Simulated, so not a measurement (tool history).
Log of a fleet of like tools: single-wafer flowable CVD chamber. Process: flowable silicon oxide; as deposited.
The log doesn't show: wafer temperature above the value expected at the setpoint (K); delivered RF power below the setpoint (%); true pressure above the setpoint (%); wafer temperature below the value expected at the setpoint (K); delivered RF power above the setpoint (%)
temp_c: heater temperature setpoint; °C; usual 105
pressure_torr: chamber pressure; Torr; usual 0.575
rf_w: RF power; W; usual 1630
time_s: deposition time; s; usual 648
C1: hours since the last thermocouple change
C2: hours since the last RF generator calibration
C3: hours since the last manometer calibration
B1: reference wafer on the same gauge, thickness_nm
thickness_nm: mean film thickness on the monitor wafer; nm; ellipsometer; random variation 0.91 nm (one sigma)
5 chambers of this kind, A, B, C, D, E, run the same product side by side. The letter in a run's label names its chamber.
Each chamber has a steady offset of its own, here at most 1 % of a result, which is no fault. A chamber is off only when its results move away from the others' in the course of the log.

{"hour": 2.0, "done": "chamber B: RF generator calibrated"}
{"run": "1C", "hour": 8.6, "temp_c": 105, "pressure_torr": 0.575, "rf_w": 1630, "time_s": 648, "C1": 1433.9, "C2": 138.9, "C3": 688.8, "B1": 219.99, "thickness_nm": 204.23}
{"run": "2A", "hour": 13.6, "temp_c": 105, "pressure_torr": 0.575, "rf_w": 1630, "time_s": 648, "C1": 530.4, "C2": 849.1, "C3": 1116.2, "B1": 220.05, "thickness_nm": 202.58}
{"run": "3B", "hour": 22.0, "temp_c": 105, "pressure_torr": 0.575, "rf_w": 1630, "time_s": 648, "C1": 178.6, "C2": 20.1, "C3": 2094.0, "B1": 220.17, "thickness_nm": 200.99}
{"run": "4D", "hour": 27.2, "temp_c": 105, "pressure_torr": 0.575, "rf_w": 1630, "time_s": 648, "C1": 1602.8, "C2": 627.9, "C3": 868.0, "B1": 220.01, "thickness_nm": 202.55}
{"run": "5E", "hour": 36.2, "temp_c": 105, "pressure_torr": 0.575, "rf_w": 1630, "time_s": 648, "C1": 1911.4, "C2": 1173.9, "C3": 2237.7, "B1": 220.09, "thickness_nm": 201.28}
{"run": "6C", "hour": 44.2, "temp_c": 105, "pressure_torr": 0.575, "rf_w": 1630, "time_s": 648, "C1": 1469.5, "C2": 174.5, "C3": 724.4, "B1": 219.85, "thickness_nm": 204.13}
{"run": "7A", "hour": 48.8, "temp_c": 105, "pressure_torr": 0.575, "rf_w": 1630, "time_s": 715, "C1": 565.6, "C2": 884.3, "C3": 1151.4, "B1": 219.69, "thickness_nm": 223.67}
{"run": "8D", "hour": 55.6, "temp_c": 105, "pressure_torr": 0.575, "rf_w": 1630, "time_s": 715, "C1": 1631.2, "C2": 656.3, "C3": 896.4, "B1": 220.03, "thickness_nm": 221.65}
{"run": "9E", "hour": 63.3, "temp_c": 105, "pressure_torr": 0.575, "rf_w": 1630, "time_s": 715, "C1": 1938.5, "C2": 1201.0, "C3": 2264.8, "B1": 220.3, "thickness_nm": 222.65}
{"run": "10B", "hour": 72.2, "temp_c": 105, "pressure_torr": 0.575, "rf_w": 1630, "time_s": 715, "C1": 228.8, "C2": 70.3, "C3": 2144.2, "B1": 219.98, "thickness_nm": 222.49}
{"run": "11B", "hour": 77.1, "temp_c": 105, "pressure_torr": 0.575, "rf_w": 1630, "time_s": 715, "C1": 233.7, "C2": 75.2, "C3": 2149.1, "B1": 220.08, "thickness_nm": 220.83}
{"run": "12D", "hour": 86.4, "temp_c": 95, "pressure_torr": 0.475, "rf_w": 1630, "time_s": 648, "C1": 1662.0, "C2": 687.1, "C3": 927.2, "B1": 219.82, "thickness_nm": 213.78}
{"run": "13E", "hour": 93.3, "temp_c": 95, "pressure_torr": 0.475, "rf_w": 1630, "time_s": 648, "C1": 1968.5, "C2": 1231.0, "C3": 2294.8, "B1": 219.75, "thickness_nm": 214.63}
{"run": "14A", "hour": 102.1, "temp_c": 95, "pressure_torr": 0.475, "rf_w": 1630, "time_s": 648, "C1": 618.9, "C2": 937.6, "C3": 1204.7, "B1": 220.14, "thickness_nm": 213.68}
{"run": "15C", "hour": 108.3, "temp_c": 95, "pressure_torr": 0.475, "rf_w": 1630, "time_s": 648, "C1": 1533.6, "C2": 238.6, "C3": 788.5, "B1": 219.95, "thickness_nm": 217.16}
{"run": "16C", "hour": 113.5, "temp_c": 95, "pressure_torr": 0.475, "rf_w": 1630, "time_s": 648, "C1": 1538.8, "C2": 243.8, "C3": 793.7, "B1": 219.95, "thickness_nm": 216.68}
{"run": "17B", "hour": 122.8, "temp_c": 105, "pressure_torr": 0.697, "rf_w": 1755, "time_s": 648, "C1": 279.4, "C2": 120.9, "C3": 2194.8, "B1": 220.21, "thickness_nm": 267.39}
{"run": "18A", "hour": 129.6, "temp_c": 105, "pressure_torr": 0.697, "rf_w": 1755, "time_s": 648, "C1": 646.4, "C2": 965.1, "C3": 1232.2, "B1": 219.93, "thickness_nm": 267.34}
{"run": "19D", "hour": 136.3, "temp_c": 105, "pressure_torr": 0.697, "rf_w": 1755, "time_s": 648, "C1": 1711.9, "C2": 737.0, "C3": 977.1, "B1": 219.79, "thickness_nm": 267.1}
{"hour": 138.5, "done": "chamber C: capacitance manometer re-zeroed and calibrated"}
{"run": "20E", "hour": 143.4, "temp_c": 105, "pressure_torr": 0.697, "rf_w": 1755, "time_s": 648, "C1": 2018.6, "C2": 1281.1, "C3": 2344.9, "B1": 219.82, "thickness_nm": 266.69}
{"run": "21C", "hour": 147.6, "temp_c": 105, "pressure_torr": 0.697, "rf_w": 1755, "time_s": 648, "C1": 1572.9, "C2": 277.9, "C3": 9.2, "B1": 220.05, "thickness_nm": 277.89}
{"run": "22E", "hour": 155.6, "temp_c": 105, "pressure_torr": 0.575, "rf_w": 1630, "time_s": 648, "C1": 2030.8, "C2": 1293.3, "C3": 2357.1, "B1": 220.06, "thickness_nm": 201.82}
{"run": "23B", "hour": 160.0, "temp_c": 105, "pressure_torr": 0.575, "rf_w": 1630, "time_s": 648, "C1": 316.6, "C2": 158.1, "C3": 2232.0, "B1": 220.01, "thickness_nm": 199.84}
{"run": "24A", "hour": 165.0, "temp_c": 105, "pressure_torr": 0.575, "rf_w": 1630, "time_s": 648, "C1": 681.8, "C2": 1000.5, "C3": 1267.6, "B1": 220.01, "thickness_nm": 201.48}
{"run": "25D", "hour": 170.5, "temp_c": 105, "pressure_torr": 0.575, "rf_w": 1630, "time_s": 648, "C1": 1746.1, "C2": 771.2, "C3": 1011.3, "B1": 220.08, "thickness_nm": 201.8}
{"run": "26C", "hour": 177.3, "temp_c": 105, "pressure_torr": 0.575, "rf_w": 1630, "time_s": 648, "C1": 1602.6, "C2": 307.6, "C3": 38.9, "B1": 219.89, "thickness_nm": 208.66}
{"run": "27D", "hour": 186.1, "temp_c": 105, "pressure_torr": 0.575, "rf_w": 1630, "time_s": 648, "C1": 1761.7, "C2": 786.8, "C3": 1026.9, "B1": 219.97, "thickness_nm": 202.1}
{"run": "28E", "hour": 190.7, "temp_c": 105, "pressure_torr": 0.575, "rf_w": 1630, "time_s": 648, "C1": 2065.9, "C2": 1328.4, "C3": 2392.2, "B1": 219.79, "thickness_nm": 202.21}
{"run": "29B", "hour": 196.7, "temp_c": 105, "pressure_torr": 0.575, "rf_w": 1630, "time_s": 648, "C1": 353.3, "C2": 194.8, "C3": 2268.7, "B1": 220.03, "thickness_nm": 200.56}
{"run": "30A", "hour": 204.5, "temp_c": 105, "pressure_torr": 0.575, "rf_w": 1630, "time_s": 648, "C1": 721.3, "C2": 1040.0, "C3": 1307.1, "B1": 220.06, "thickness_nm": 202.28}
{"run": "31D", "hour": 210.6, "temp_c": 105, "pressure_torr": 0.575, "rf_w": 1630, "time_s": 648, "C1": 1786.2, "C2": 811.3, "C3": 1051.4, "B1": 219.95, "thickness_nm": 200.91}
{"run": "32E", "hour": 214.8, "temp_c": 105, "pressure_torr": 0.575, "rf_w": 1630, "time_s": 648, "C1": 2090.0, "C2": 1352.5, "C3": 2416.3, "B1": 220.01, "thickness_nm": 202.63}
{"run": "33A", "hour": 222.0, "temp_c": 105, "pressure_torr": 0.575, "rf_w": 1630, "time_s": 648, "C1": 738.8, "C2": 1057.5, "C3": 1324.6, "B1": 220.09, "thickness_nm": 202.34}
{"run": "34B", "hour": 226.9, "temp_c": 105, "pressure_torr": 0.575, "rf_w": 1630, "time_s": 648, "C1": 383.5, "C2": 225.0, "C3": 2298.9, "B1": 220.04, "thickness_nm": 200.59}
{"run": "35C", "hour": 235.5, "temp_c": 105, "pressure_torr": 0.575, "rf_w": 1630, "time_s": 648, "C1": 1660.8, "C2": 365.8, "C3": 97.1, "B1": 220.07, "thickness_nm": 209.93}
{"run": "36A", "hour": 243.8, "temp_c": 105, "pressure_torr": 0.575, "rf_w": 1630, "time_s": 648, "C1": 760.6, "C2": 1079.3, "C3": 1346.4, "B1": 219.81, "thickness_nm": 202.21}
{"run": "37B", "hour": 251.7, "temp_c": 105, "pressure_torr": 0.575, "rf_w": 1630, "time_s": 648, "C1": 408.3, "C2": 249.8, "C3": 2323.7, "B1": 220.2, "thickness_nm": 200.73}
{"run": "38D", "hour": 259.5, "temp_c": 105, "pressure_torr": 0.575, "rf_w": 1630, "time_s": 648, "C1": 1835.1, "C2": 860.2, "C3": 1100.3, "B1": 219.99, "thickness_nm": 201.28}
{"run": "39C", "hour": 265.8, "temp_c": 105, "pressure_torr": 0.575, "rf_w": 1630, "time_s": 648, "C1": 1691.1, "C2": 396.1, "C3": 127.4, "B1": 219.98, "thickness_nm": 209.75}
{"run": "40E", "hour": 270.3, "temp_c": 105, "pressure_torr": 0.575, "rf_w": 1630, "time_s": 648, "C1": 2145.5, "C2": 1408.0, "C3": 2471.8, "B1": 219.92, "thickness_nm": 201.73}

Is one chamber off against the others, does the gauge drift, or is nothing wrong? If a chamber is off, say which, and what the likeliest cause is.

A service left chamber C off against the others.
Cause: true pressure above the setpoint (%) = 2.12.

Here are 4 candidates for chamber C's next run, each the usual settings with a change, their results left as question marks. Which one brings its results back in line with what the others give on the usual settings?
In line means no further than this from the other chambers' mean on the usual settings: thickness_nm 3.20 nm
{"run": "41C-1", "hour": 277.0, "temp_c": 105, "pressure_torr": 0.609, "rf_w": 1630, "time_s": 648, "thickness_nm": "?"}
{"run": "41C-2", "hour": 277.0, "temp_c": 106, "pressure_torr": 0.571, "rf_w": 1630, "time_s": 646, "thickness_nm": "?"}
{"run": "41C-3", "hour": 277.0, "temp_c": 105, "pressure_torr": 0.55, "rf_w": 1620, "time_s": 635, "thickness_nm": "?"}
{"run": "41C-4", "hour": 277.0, "temp_c": 104, "pressure_torr": 0.579, "rf_w": 1630, "time_s": 650, "thickness_nm": "?"}

The other chambers' mean on the usual settings: thickness_nm 201.47 nm
run=41C-1 thickness_nm=227.43
run=41C-2 thickness_nm=200.43
run=41C-3 thickness_nm=192.85
run=41C-4 thickness_nm=219.76
41C-2 brings the chamber back in line.
